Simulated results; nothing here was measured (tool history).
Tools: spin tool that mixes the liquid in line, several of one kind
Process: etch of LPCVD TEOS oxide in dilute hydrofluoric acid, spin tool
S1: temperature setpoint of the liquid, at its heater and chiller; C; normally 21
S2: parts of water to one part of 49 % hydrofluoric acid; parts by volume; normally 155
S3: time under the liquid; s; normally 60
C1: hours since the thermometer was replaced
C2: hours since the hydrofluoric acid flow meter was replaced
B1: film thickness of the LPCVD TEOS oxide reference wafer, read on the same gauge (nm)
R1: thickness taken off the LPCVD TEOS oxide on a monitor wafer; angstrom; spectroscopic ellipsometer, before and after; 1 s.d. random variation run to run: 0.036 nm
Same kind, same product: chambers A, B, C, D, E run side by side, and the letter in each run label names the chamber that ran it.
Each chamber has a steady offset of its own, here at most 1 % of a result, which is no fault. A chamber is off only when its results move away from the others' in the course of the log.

run 1E day=0.250 | S1=21 S2=155 S3=60 | C1=601.1 C2=655.3 | B1=59.984 | R1=56.842
run 2C day=0.383 | S1=21 S2=155 S3=60 | C1=485.5 C2=1682.5 | B1=59.993 | R1=56.844
run 3B day=0.533 | S1=21 S2=155 S3=60 | C1=816.8 C2=691.9 | B1=60.013 | R1=56.757
run 4A day=0.658 | S1=21 S2=155 S3=60 | C1=22.3 C2=2094.9 | B1=60.006 | R1=57.392
run 5D day=0.846 | S1=21 S2=155 S3=60 | C1=303.9 C2=273.8 | B1=59.970 | R1=56.854
run 6C day=1.050 | S1=21 S2=155 S3=50 | C1=501.5 C2=1698.5 | B1=59.989 | R1=47.273
run 7E day=1.242 | S1=21 S2=155 S3=50 | C1=624.9 C2=679.1 | B1=59.993 | R1=47.993
run 8A day=1.467 | S1=21 S2=155 S3=50 | C1=41.7 C2=2114.3 | B1=59.970 | R1=47.900
run 9D day=1.671 | S1=21 S2=155 S3=50 | C1=323.7 C2=293.6 | B1=60.005 | R1=48.063
run 10B day=1.904 | S1=21 S2=155 S3=50 | C1=849.7 C2=724.8 | B1=59.981 | R1=47.056
run 11C day=2.117 | S1=21 S2=155 S3=60 | C1=527.1 C2=1724.1 | B1=60.007 | R1=56.135
run 12A day=2.296 | S1=21 S2=155 S3=60 | C1=61.6 C2=2134.2 | B1=59.992 | R1=57.090
run 13D day=2.488 | S1=21 S2=155 S3=60 | C1=343.3 C2=313.2 | B1=60.032 | R1=57.364
run 14E day=2.650 | S1=21 S2=155 S3=30 | C1=658.7 C2=712.9 | B1=60.003 | R1=28.346
run 15B day=2.842 | S1=21 S2=155 S3=30 | C1=872.2 C2=747.3 | B1=60.011 | R1=28.380
run 16B day=3.000 | S1=21 S2=155 S3=30 | C1=876.0 C2=751.1 | B1=60.004 | R1=28.481
run 17E day=3.238 | S1=21 S2=155 S3=30 | C1=672.8 C2=727.0 | B1=59.981 | R1=28.798
run 18A day=3.450 | S1=21 S2=155 S3=30 | C1=89.3 C2=2161.9 | B1=59.988 | R1=28.856
run 19D day=3.567 | S1=21 S2=155 S3=60 | C1=369.2 C2=339.1 | B1=60.028 | R1=57.104
run 20C day=3.796 | S1=21 S2=155 S3=60 | C1=567.4 C2=1764.4 | B1=59.974 | R1=56.751
run 21A day=3.921 | S1=18 S2=155 S3=45 | C1=100.6 C2=2173.2 | B1=60.012 | R1=37.862
run 22B day=4.146 | S1=18 S2=155 S3=45 | C1=903.5 C2=778.6 | B1=59.978 | R1=37.828
run 23D day=4.296 | S1=18 S2=155 S3=45 | C1=386.7 C2=356.6 | B1=59.984 | R1=38.075
run 24E day=4.421 | S1=18 S2=155 S3=45 | C1=701.2 C2=755.4 | B1=60.007 | R1=38.824
run 25C day=4.588 | S1=18 S2=155 S3=45 | C1=586.4 C2=1783.4 | B1=60.004 | R1=37.623
run 26D day=4.804 | S1=21 S2=155 S3=60 | C1=398.9 C2=368.8 | B1=60.000 | R1=56.665
run 27B day=4.971 | S1=21 S2=155 S3=60 | C1=923.3 C2=798.4 | B1=60.015 | R1=57.186
run 28C day=5.096 | S1=21 S2=155 S3=60 | C1=598.6 C2=1795.6 | B1=60.025 | R1=56.106
-- day=5.108 chamber D: hydrofluoric acid flow meter replaced
-- day=5.242 chamber C: hydrofluoric acid flow meter replaced
run 29A day=5.317 | S1=21 S2=155 S3=60 | C1=134.1 C2=2206.7 | B1=59.949 | R1=57.435
run 30E day=5.550 | S1=21 S2=155 S3=60 | C1=728.3 C2=782.5 | B1=60.014 | R1=59.396
run 31C day=5.775 | S1=21 S2=130 S3=60 | C1=614.9 C2=12.8 | B1=60.019 | R1=68.145
run 32A day=5.908 | S1=21 S2=130 S3=60 | C1=148.3 C2=2220.9 | B1=59.989 | R1=70.213
run 33D day=6.025 | S1=21 S2=130 S3=60 | C1=428.2 C2=22.0 | B1=59.975 | R1=69.900
run 34E day=6.188 | S1=21 S2=130 S3=60 | C1=743.6 C2=797.8 | B1=59.950 | R1=73.708
run 35B day=6.304 | S1=21 S2=130 S3=60 | C1=955.3 C2=830.4 | B1=60.009 | R1=70.154
run 36C day=6.429 | S1=21 S2=155 S3=60 | C1=630.6 C2=28.5 | B1=60.000 | R1=56.395
run 37E day=6.579 | S1=21 S2=155 S3=60 | C1=753.0 C2=807.2 | B1=59.966 | R1=60.293
run 38D day=6.750 | S1=21 S2=155 S3=60 | C1=445.6 C2=39.4 | B1=60.006 | R1=57.056
run 39A day=6.992 | S1=21 S2=155 S3=60 | C1=174.3 C2=2246.9 | B1=59.978 | R1=57.249
run 40B day=7.146 | S1=21 S2=155 S3=60 | C1=975.5 C2=850.6 | B1=60.025 | R1=56.954

Read the log: is a single chamber off, either drifting away or since a service, is the gauge that measures every chamber drifting, or is nothing wrong beyond small per-chamber offsets? Name any odd chamber and what most likely caused it.

One chamber, E, drifts off from the rest bit by bit.
What lies behind it: liquid hotter than its thermometer reads (K) = 1.73.
Not necessarily distinguishable in this log from: hydrofluoric acid flow above the setpoint (%).

Below are 4 candidate recipes for chamber E's next run, each the usual settings with a change, their results shown as question marks. Which of them brings E's results back in line with what the other chambers give on the usual settings?
In-line tolerance around the mean of the other chambers on the usual settings: R1 1.300 angstrom
run 41E-1 day=7.329 | S1=21.5 S2=155 S3=60 | R1=?
run 41E-2 day=7.329 | S1=22.5 S2=155 S3=60 | R1=?
run 41E-3 day=7.329 | S1=19.5 S2=155 S3=60 | R1=?
run 41E-4 day=7.329 | S1=20.5 S2=155 S3=60 | R1=?

The mean the other chambers reach with the usual settings: R1 56.934 angstrom
run=41E-1 R1=61.555
run=41E-2 R1=63.976
run=41E-3 R1=56.960
run=41E-4 R1=59.225
It is 41E-3 that realigns the chamber with its peers.
